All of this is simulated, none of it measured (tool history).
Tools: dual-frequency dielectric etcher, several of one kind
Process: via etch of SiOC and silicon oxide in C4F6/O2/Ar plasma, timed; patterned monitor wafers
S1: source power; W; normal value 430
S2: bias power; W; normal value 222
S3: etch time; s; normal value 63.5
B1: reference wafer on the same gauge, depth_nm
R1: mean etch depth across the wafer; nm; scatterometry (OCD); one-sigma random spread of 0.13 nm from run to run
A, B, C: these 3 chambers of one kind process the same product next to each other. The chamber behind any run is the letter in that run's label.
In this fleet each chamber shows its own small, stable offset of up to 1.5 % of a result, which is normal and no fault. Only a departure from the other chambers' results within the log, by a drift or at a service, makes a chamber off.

Run 1B, day 0.317: usual settings; B1 70.622. Result: R1 78.075 nm.
Run 2C, day 0.471: usual settings; B1 70.635. Result: R1 78.169 nm.
Run 3A, day 0.625: usual settings; B1 70.621. Result: R1 79.103 nm.
Run 4B, day 0.917: usual settings; B1 70.651. Result: R1 78.066 nm.
Run 5C, day 1.242: usual settings; B1 70.639. Result: R1 78.378 nm.
Run 6A, day 1.5: usual settings; B1 70.708. Result: R1 79.028 nm.
Run 7A, day 1.817: usual settings; B1 70.709. Result: R1 79.156 nm.
Run 8B, day 2.025: usual settings; B1 70.686. Result: R1 78.418 nm.
Run 9C, day 2.35: usual settings; B1 70.707. Result: R1 78.492 nm.
Run 10B, day 2.542: usual settings; B1 70.746. Result: R1 78.167 nm.
Run 11A, day 2.712: usual settings; B1 70.748. Result: R1 79.328 nm.
Run 12C, day 3.004: usual settings; B1 70.763. Result: R1 78.32 nm.
Run 13C, day 3.317: usual settings but S2 243 W; B1 70.759. Result: R1 80.996 nm.
Run 14A, day 3.558: usual settings but S2 243 W; B1 70.781. Result: R1 81.882 nm.
Run 15B, day 3.867: usual settings but S2 243 W; B1 70.782. Result: R1 80.625 nm.
Run 16A, day 4.146: usual settings; B1 70.831. Result: R1 79.404 nm.
Run 17B, day 4.412: usual settings; B1 70.833. Result: R1 78.274 nm.
Run 18C, day 4.692: usual settings but S3 51.5 s; B1 70.843. Result: R1 63.781 nm.
Run 19B, day 4.942: usual settings but S3 51.5 s; B1 70.849. Result: R1 63.427 nm.
Run 20A, day 5.104: usual settings but S3 51.5 s; B1 70.828. Result: R1 64.247 nm.
Run 21C, day 5.412: usual settings; B1 70.872. Result: R1 78.606 nm.
Run 22A, day 5.612: usual settings; B1 70.863. Result: R1 79.318 nm.
Run 23B, day 5.904: usual settings; B1 70.911. Result: R1 78.651 nm.
Run 24C, day 6.083: usual settings; B1 70.941. Result: R1 78.81 nm.
Run 25A, day 6.267: usual settings; B1 70.962. Result: R1 79.67 nm.
Run 26C, day 6.504: usual settings; B1 70.927. Result: R1 78.741 nm.
Run 27B, day 6.833: usual settings; B1 70.965. Result: R1 78.837 nm.
Run 28C, day 7.167: usual settings; B1 70.977. Result: R1 78.596 nm.
Run 29A, day 7.488: usual settings; B1 71.014. Result: R1 79.381 nm.
Run 30B, day 7.717: usual settings; B1 71.006. Result: R1 78.595 nm.
Run 31A, day 7.971: usual settings; B1 71.006. Result: R1 79.522 nm.
Run 32C, day 8.271: usual settings; B1 71.014. Result: R1 78.698 nm.
Run 33B, day 8.488: usual settings; B1 71.032. Result: R1 78.685 nm.
Run 34C, day 8.658: usual settings; B1 71.026. Result: R1 78.882 nm.

Is one chamber off against the others, does the gauge drift, or is nothing wrong? If a chamber is off, say which, and what the likeliest cause is.

Gauge drift. The chambers move together only on paper, and none stands off.
Most likely cause: gauge reads high (%) = 0.653.
